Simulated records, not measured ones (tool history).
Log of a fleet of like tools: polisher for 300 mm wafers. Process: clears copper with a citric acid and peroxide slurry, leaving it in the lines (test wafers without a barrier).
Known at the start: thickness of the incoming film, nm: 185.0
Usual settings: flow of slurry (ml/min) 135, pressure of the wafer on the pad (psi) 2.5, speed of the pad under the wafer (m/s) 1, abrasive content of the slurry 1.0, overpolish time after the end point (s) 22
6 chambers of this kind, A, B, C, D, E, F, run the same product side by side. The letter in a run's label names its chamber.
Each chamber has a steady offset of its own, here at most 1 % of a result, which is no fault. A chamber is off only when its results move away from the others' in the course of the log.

| run | hour | flow of slurry (ml/min) | pressure of the wafer on the pad (psi) | speed of the pad under the wafer (m/s) | abrasive content of the slurry | overpolish time after the end point (s) | time until the end point was called (s) | dishing of a wide line in a test structure (Å) |
|---|---|---|---|---|---|---|---|---|
|  | 2.6 | chamber A: worn pad replaced by a new one |
|  | 8.8 | chamber F: worn pad replaced by a new one |
| 1B | 11.4 | 135 | 2.5 | 1 | 1.0 | 22 | 85.021 | 329.69 |
|  | 19.4 | chamber B: slurry nozzle cleaned |
| 2D | 24.2 | 135 | 2.5 | 1 | 1.0 | 22 | 84.219 | 329.19 |
|  | 33.0 | chamber D: slurry nozzle cleaned |
| 3F | 34.7 | 135 | 2.5 | 1 | 1.0 | 22 | 83.290 | 323.88 |
|  | 38.7 | chamber A: slurry blender recalibrated |
|  | 38.9 | chamber E: slurry blender recalibrated |
| 4A | 45.8 | 135 | 2.5 | 1 | 1.0 | 22 | 82.999 | 322.82 |
|  | 47.7 | chamber F: slurry nozzle cleaned |
|  | 49.9 | chamber C: slurry blender recalibrated |
| 5C | 52.7 | 135 | 2.5 | 1 | 1.0 | 22 | 82.140 | 321.47 |
| 6E | 58.6 | 135 | 2.5 | 1 | 1.0 | 22 | 80.732 | 327.68 |
|  | 64.1 | chamber F: slurry blender recalibrated |
|  | 68.4 | chamber E: worn pad replaced by a new one |
| 7C | 69.1 | 135 | 2.5 | 1 | 1.0 | 22 | 82.691 | 320.83 |
| 8E | 76.8 | 100 | 2.5 | 1 | 1.0 | 22 | 86.322 | 314.52 |
|  | 81.5 | chamber B: worn pad replaced by a new one |
| 9A | 86.3 | 100 | 2.5 | 1 | 1.0 | 22 | 89.561 | 310.93 |
|  | 93.2 | chamber D: worn pad replaced by a new one |
| 10D | 95.0 | 100 | 2.5 | 1 | 1.0 | 22 | 90.797 | 307.54 |
|  | 95.4 | chamber C: worn pad replaced by a new one |
|  | 96.8 | chamber E: slurry nozzle cleaned |
|  | 97.0 | chamber F: worn pad replaced by a new one |
| 11F | 107.1 | 100 | 2.5 | 1 | 1.0 | 22 | 89.162 | 309.71 |
| 12B | 117.6 | 100 | 2.5 | 1 | 1.0 | 22 | 89.448 | 314.84 |
|  | 123.4 | chamber A: worn pad replaced by a new one |
| 13C | 123.7 | 100 | 2.5 | 1 | 1.0 | 22 | 87.992 | 297.13 |
| 14D | 132.9 | 135 | 2.5 | 1 | 1.0 | 22 | 84.627 | 333.23 |
|  | 134.3 | chamber B: head pressure recalibrated |
| 15F | 143.3 | 135 | 2.5 | 1 | 1.0 | 22 | 82.792 | 330.67 |
|  | 144.4 | chamber B: slurry blender recalibrated |
| 16B | 151.7 | 135 | 2.9 | 1 | 1.1 | 22 | 72.426 | 378.79 |
| 17E | 162.3 | 135 | 2.9 | 1 | 1.1 | 22 | 70.236 | 379.56 |
|  | 170.2 | chamber F: worn pad replaced by a new one |
| 18A | 173.5 | 135 | 2.9 | 1 | 1.1 | 22 | 74.022 | 372.62 |
|  | 180.8 | chamber D: worn pad replaced by a new one |
|  | 182.8 | chamber E: worn pad replaced by a new one |
| 19D | 186.7 | 135 | 2.9 | 1 | 1.1 | 22 | 71.742 | 375.00 |
|  | 188.0 | chamber E: slurry blender recalibrated |
|  | 189.1 | chamber B: worn pad replaced by a new one |
| 20C | 198.1 | 135 | 2.9 | 1 | 1.1 | 22 | 70.232 | 364.90 |
| 21F | 205.5 | 135 | 2.9 | 1 | 1.1 | 22 | 72.307 | 375.30 |
| 22A | 216.7 | 135 | 2.5 | 1 | 1.0 | 22 | 86.897 | 319.34 |
|  | 220.6 | chamber C: worn pad replaced by a new one |
| 23B | 226.8 | 135 | 2.5 | 1 | 1.0 | 22 | 83.334 | 324.96 |
|  | 226.9 | chamber F: slurry blender recalibrated |
| 24E | 237.7 | 135 | 2.5 | 1 | 1.0 | 22 | 81.169 | 328.84 |
| 25E | 246.1 | 135 | 2.5 | 1 | 1.0 | 22 | 82.453 | 324.65 |
|  | 246.2 | chamber A: worn pad replaced by a new one |
|  | 254.0 | chamber F: worn pad replaced by a new one |
| 26F | 257.8 | 135 | 2.5 | 1 | 1.0 | 22 | 84.230 | 322.73 |
| 27B | 265.1 | 135 | 2.5 | 1 | 1.0 | 22 | 83.871 | 330.56 |
|  | 270.1 | chamber A: slurry blender recalibrated |
| 28A | 278.0 | 135 | 2.5 | 1 | 1.0 | 22 | 88.761 | 305.07 |
|  | 283.9 | chamber D: worn pad replaced by a new one |
| 29D | 285.1 | 135 | 2.5 | 1 | 1.0 | 22 | 80.399 | 324.24 |
|  | 292.6 | chamber B: worn pad replaced by a new one |
| 30C | 295.5 | 135 | 2.5 | 1 | 1.0 | 22 | 83.731 | 323.04 |
| 31D | 305.3 | 135 | 2.5 | 1 | 1.0 | 22 | 82.804 | 325.29 |
| 32C | 316.6 | 135 | 2.5 | 1 | 1.0 | 22 | 82.874 | 324.49 |
| 33B | 324.8 | 135 | 2.5 | 1 | 1.0 | 22 | 84.341 | 323.77 |
|  | 329.4 | chamber F: worn pad replaced by a new one |
|  | 331.0 | chamber E: worn pad replaced by a new one |
|  | 331.9 | chamber B: slurry blender recalibrated |
| 34A | 335.8 | 135 | 2.5 | 1 | 1.0 | 22 | 92.203 | 303.96 |
| 35F | 346.0 | 135 | 2.5 | 1 | 1.0 | 22 | 83.830 | 324.04 |
|  | 349.3 | chamber A: worn pad replaced by a new one |
|  | 356.8 | chamber C: worn pad replaced by a new one |
| 36E | 358.5 | 135 | 2.5 | 1 | 1.0 | 22 | 82.178 | 324.53 |
|  | 361.7 | chamber E: slurry blender recalibrated |
|  | 368.3 | chamber F: head pressure recalibrated |
| 37A | 368.7 | 135 | 2.5 | 1 | 1.0 | 22 | 93.171 | 297.65 |
| 38F | 378.1 | 135 | 2.5 | 1 | 1.0 | 22 | 83.582 | 322.74 |
|  | 380.8 | chamber D: worn pad replaced by a new one |
| 39B | 384.6 | 135 | 2.5 | 1 | 1.0 | 22 | 85.333 | 320.69 |
| 40E | 397.0 | 135 | 2.5 | 1 | 1.0 | 22 | 82.666 | 325.40 |
| 41C | 408.3 | 135 | 2.5 | 1 | 1.0 | 22 | 85.598 | 321.27 |
| 42D | 415.5 | 135 | 2.5 | 1 | 1.0 | 22 | 83.122 | 332.29 |

Is one chamber off against the others, does the gauge drift, or is nothing wrong? If a chamber is off, say which, and what the likeliest cause is.

Chamber A drifts away from the others.
Cause: head's pressure below its setpoint, % = 10.1.
The log may not tell that from: slurry flow missing at the pad, %.

Here are 4 candidates for chamber A's next run, each the usual settings with a change, their results left as question marks. Which one brings its results back in line with what the others give on the usual settings?
In line means no further than this from the other chambers' mean on the usual settings: time until the end point was called (s) 5.300; dishing of a wide line in a test structure (Å) 14.00
| 43A-1 | 424.9 | 140 | 2.8 | 1.12 | 1.0 | 22 | ? | ? |
| 43A-2 | 424.9 | 135 | 2.4 | 0.94 | 1.0 | 22 | ? | ? |
| 43A-3 | 424.9 | 135 | 2.2 | 0.90 | 1.0 | 22 | ? | ? |
| 43A-4 | 424.9 | 135 | 2.7 | 1.06 | 1.0 | 22 | ? | ? |

The other chambers' mean on the usual settings: time until the end point was called (s) 83.551; dishing of a wide line in a test structure (Å) 325.02
| run | time until the end point was called (s) | dishing of a wide line in a test structure (Å) |
|---|---|---|
| 43A-1 | 74.135 | 359.19 |
| 43A-2 | 103.250 | 270.33 |
| 43A-3 | 117.300 | 241.13 |
| 43A-4 | 81.718 | 331.05 |
43A-4 brings the chamber back in line.

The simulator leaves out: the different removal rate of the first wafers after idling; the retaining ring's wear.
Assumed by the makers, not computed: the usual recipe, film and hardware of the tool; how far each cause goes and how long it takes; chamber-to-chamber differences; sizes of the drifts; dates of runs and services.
